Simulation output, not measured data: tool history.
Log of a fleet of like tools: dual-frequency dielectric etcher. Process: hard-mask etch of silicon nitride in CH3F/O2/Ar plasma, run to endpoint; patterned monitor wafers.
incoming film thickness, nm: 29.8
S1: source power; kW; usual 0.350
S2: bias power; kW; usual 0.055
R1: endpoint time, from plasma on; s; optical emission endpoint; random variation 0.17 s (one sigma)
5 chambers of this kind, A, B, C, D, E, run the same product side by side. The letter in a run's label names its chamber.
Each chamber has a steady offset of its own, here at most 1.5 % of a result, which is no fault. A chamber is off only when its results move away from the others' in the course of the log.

run    day     S1     S2      R1
 1D  0.096  0.350  0.055  49.826
 2A  0.208  0.350  0.055  49.619
 3C  0.325  0.350  0.055  49.111
 4E  0.442  0.350  0.055  49.339
 5B  0.583  0.350  0.055  49.991
 6A  0.771  0.350  0.055  49.381
 7D  0.917  0.350  0.055  49.664
 8B  1.025  0.350  0.055  49.848
 9E  1.112  0.350  0.055  49.333
10C  1.200  0.350  0.055  49.020
11E  1.296  0.350  0.055  49.678
12B  1.442  0.420  0.049  48.197
13C  1.608  0.420  0.049  47.367
14D  1.762  0.420  0.049  48.092
15A  1.917  0.420  0.049  48.110
16B  2.038  0.420  0.049  48.135
17A  2.133  0.350  0.055  49.698
     2.146  -- chamber A: wet clean of the chamber
18E  2.233  0.350  0.055  50.309
19D  2.408  0.350  0.055  49.410
20C  2.517  0.350  0.055  49.269
21C  2.646  0.350  0.055  49.033
22D  2.792  0.350  0.055  49.664
23E  2.929  0.350  0.055  50.256
24A  3.112  0.350  0.055  49.719
25B  3.233  0.350  0.042  54.403
26C  3.371  0.350  0.042  53.455
27D  3.554  0.350  0.042  54.449
28E  3.738  0.350  0.042  55.651
29B  3.888  0.350  0.042  54.290
30A  3.996  0.420  0.065  43.945
31B  4.083  0.420  0.065  44.173
32D  4.188  0.420  0.065  43.963

Is one chamber off against the others, does the gauge drift, or is nothing wrong? If a chamber is off, say which, and what the likeliest cause is.

Chamber E drifts away from the others.
Cause: etch rate under this chamber's usual, % = 3.96.

Here are 4 candidates for chamber E's next run, each the usual settings with a change, their results left as question marks. Which one brings its results back in line with what the others give on the usual settings?
In line means no further than this from the other chambers' mean on the usual settings: R1 0.590 s
33E-1  4.321  0.350  0.053   ?
33E-2  4.321  0.320  0.055   ?
33E-3  4.321  0.350  0.061   ?
33E-4  4.321  0.360  0.056   ?

The other chambers' mean on the usual settings: R1 49.554 s
  run      R1
33E-1  51.942
33E-2  53.102
33E-3  49.616
33E-4  50.485
33E-3 brings the chamber back in line.
